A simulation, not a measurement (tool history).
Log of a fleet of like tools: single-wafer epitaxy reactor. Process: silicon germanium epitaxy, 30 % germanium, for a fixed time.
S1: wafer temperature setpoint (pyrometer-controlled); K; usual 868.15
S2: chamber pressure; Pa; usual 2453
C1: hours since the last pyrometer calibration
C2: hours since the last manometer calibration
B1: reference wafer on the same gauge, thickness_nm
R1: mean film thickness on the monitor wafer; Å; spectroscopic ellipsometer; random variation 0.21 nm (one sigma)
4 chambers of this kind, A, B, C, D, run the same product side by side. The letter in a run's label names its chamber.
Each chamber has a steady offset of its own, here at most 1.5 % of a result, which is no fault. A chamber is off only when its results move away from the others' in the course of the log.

| run | hour | S1 | S2 | C1 | C2 | B1 | R1 |
|---|---|---|---|---|---|---|---|
| 1A | 7.0 | 868.15 | 2453 | 1675.4 | 362.0 | 58.177 | 517.19 |
| 2B | 19.2 | 868.15 | 2453 | 1873.8 | 1389.4 | 58.241 | 526.64 |
| 3D | 30.9 | 868.15 | 2453 | 635.4 | 454.7 | 58.180 | 521.25 |
| 4C | 40.3 | 868.15 | 2453 | 415.8 | 1618.1 | 58.201 | 524.06 |
| 5D | 49.6 | 868.15 | 2453 | 654.1 | 473.4 | 58.154 | 520.92 |
| 6A | 59.0 | 868.15 | 2453 | 1727.4 | 414.0 | 58.185 | 520.13 |
| 7C | 69.7 | 868.15 | 2453 | 445.2 | 1647.5 | 58.253 | 527.07 |
| 8B | 78.0 | 868.15 | 2453 | 1932.6 | 1448.2 | 58.204 | 523.41 |
| 9D | 89.1 | 868.15 | 2453 | 693.6 | 512.9 | 58.180 | 524.76 |
| 10B | 101.3 | 868.15 | 2453 | 1955.9 | 1471.5 | 58.221 | 526.90 |
| 11C | 107.8 | 868.15 | 2453 | 483.3 | 1685.6 | 58.179 | 529.33 |
| 12A | 119.9 | 856.15 | 2453 | 1788.3 | 474.9 | 58.200 | 413.92 |
| 13B | 134.1 | 856.15 | 2453 | 1988.7 | 1504.3 | 58.202 | 417.83 |
| 14A | 146.3 | 856.15 | 2453 | 1814.7 | 501.3 | 58.127 | 413.19 |
| 15D | 160.6 | 856.15 | 2453 | 765.1 | 584.4 | 58.170 | 413.24 |
| 16C | 174.3 | 868.15 | 2453 | 549.8 | 1752.1 | 58.191 | 528.98 |
| 17C | 184.5 | 868.15 | 2453 | 560.0 | 1762.3 | 58.146 | 527.50 |
| 18A | 196.0 | 868.15 | 2453 | 1864.4 | 551.0 | 58.223 | 522.86 |
| 19D | 204.0 | 868.15 | 2453 | 808.5 | 627.8 | 58.263 | 521.84 |
| 20B | 212.7 | 868.15 | 2453 | 2067.3 | 1582.9 | 58.197 | 525.90 |
| 21D | 222.0 | 878.15 | 2773 | 826.5 | 645.8 | 58.262 | 658.39 |
| 22B | 234.3 | 878.15 | 2773 | 2088.9 | 1604.5 | 58.167 | 661.05 |
| 23A | 247.2 | 878.15 | 2773 | 1915.6 | 602.2 | 58.217 | 656.37 |
| 24C | 256.2 | 878.15 | 2773 | 631.7 | 1834.0 | 58.241 | 663.79 |
| 25C | 265.0 | 868.15 | 2453 | 640.5 | 1842.8 | 58.181 | 523.14 |
|  | 272.9 | chamber C: capacitance manometer re-zeroed and calibrated |
| 26B | 275.8 | 868.15 | 2453 | 2130.4 | 1646.0 | 58.238 | 526.01 |
| 27D | 289.3 | 868.15 | 2453 | 893.8 | 713.1 | 58.193 | 518.34 |
| 28A | 303.8 | 868.15 | 2453 | 1972.2 | 658.8 | 58.186 | 521.27 |
| 29A | 317.5 | 868.15 | 2453 | 1985.9 | 672.5 | 58.171 | 523.13 |
| 30B | 324.8 | 868.15 | 2453 | 2179.4 | 1695.0 | 58.233 | 525.10 |
| 31C | 332.9 | 868.15 | 2453 | 708.4 | 60.1 | 58.188 | 527.21 |
| 32D | 345.4 | 873.15 | 2800 | 949.9 | 769.2 | 58.188 | 600.28 |
| 33C | 353.0 | 873.15 | 2800 | 728.5 | 80.2 | 58.161 | 605.32 |

Next, every chamber runs the same settings. What will each give?
| 34A | 363.7 | 868.15 | 2640 |  |  |  | ? |
| 34B | 363.7 | 868.15 | 2640 |  |  |  | ? |
| 34C | 363.7 | 868.15 | 2640 |  |  |  | ? |
| 34D | 363.7 | 868.15 | 2640 |  |  |  | ? |

| run | R1 |
|---|---|
| 34A | 537.87 |
| 34B | 540.81 |
| 34C | 540.81 |
| 34D | 534.33 |
